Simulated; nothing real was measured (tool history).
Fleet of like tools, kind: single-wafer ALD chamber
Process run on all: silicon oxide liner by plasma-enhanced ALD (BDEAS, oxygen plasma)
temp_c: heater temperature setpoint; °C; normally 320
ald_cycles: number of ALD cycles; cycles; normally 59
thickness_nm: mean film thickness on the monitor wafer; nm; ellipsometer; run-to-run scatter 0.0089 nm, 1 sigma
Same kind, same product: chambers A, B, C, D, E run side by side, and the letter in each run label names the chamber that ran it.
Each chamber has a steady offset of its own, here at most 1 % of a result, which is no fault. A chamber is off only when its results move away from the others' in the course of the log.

run	hour	temp_c	ald_cycles	read-back reference wafer on the same gauge, thickness_nm	thickness_nm
1A	4.1	320	59	5.6803	5.364
2C	6.6	320	59	5.6764	5.3477
3B	11.3	320	59	5.6754	5.3462
4D	13.6	320	59	5.6769	5.3654
5E	17.6	320	59	5.6746	5.3632
6B	21	320	59	5.6756	5.3429
7D	25.4	320	59	5.6704	5.3497
8C	27.8	320	59	5.6732	5.3394
9E	30.7	320	59	5.6721	5.3566
# hour 31.9: chamber D: thermocouple changed; heater temperature recalibrated
10A	33.5	320	59	5.673	5.3401
11B	35.9	320	59	5.6696	5.3386
12A	39.2	333	54	5.6699	4.7979
13E	44.2	333	54	5.666	4.8106
14C	46.5	333	54	5.6655	4.7797
15D	51.2	333	54	5.6637	4.8152
16A	54.2	333	54	5.6662	4.7981
17E	58.4	320	59	5.6654	5.3562
18B	61.2	331	53	5.6663	4.7183
19D	64	331	53	5.6609	4.734
20C	67.5	331	53	5.6619	4.7021
21C	71.3	331	53	5.6596	4.6968
22E	76.1	331	53	5.6578	4.7374
23D	79.6	320	59	5.6577	5.3534
24B	84.2	320	59	5.6565	5.3194
25A	88.2	329	59	5.658	5.2531
26C	91	329	59	5.6552	5.2507
27B	94.7	329	59	5.6546	5.2726
28D	96.9	329	59	5.6525	5.2571
29A	100.2	329	59	5.6508	5.2646
30E	104.4	320	59	5.6509	5.3585
31B	107.2	320	59	5.6516	5.3188
32D	110.3	320	59	5.6506	5.3432
33C	115.1	320	59	5.6459	5.3088
34E	118.3	320	59	5.6489	5.3441
35A	123.2	320	59	5.6451	5.325
36B	126.8	320	59	5.6461	5.3111
37A	131.7	320	59	5.6425	5.3195
38E	135.3	320	59	5.6452	5.3377
39D	140.4	320	59	5.642	5.3244

Has any chamber moved away from the others, gradually or after a service, or does the common gauge drift, or do the chambers differ only by their own small steady offsets? State the chamber and the most likely cause if one applies.

The gauge drifts, so all chambers seem to drift together. No chamber is off.
Most likely cause: gauge reads low (%) = 0.687.
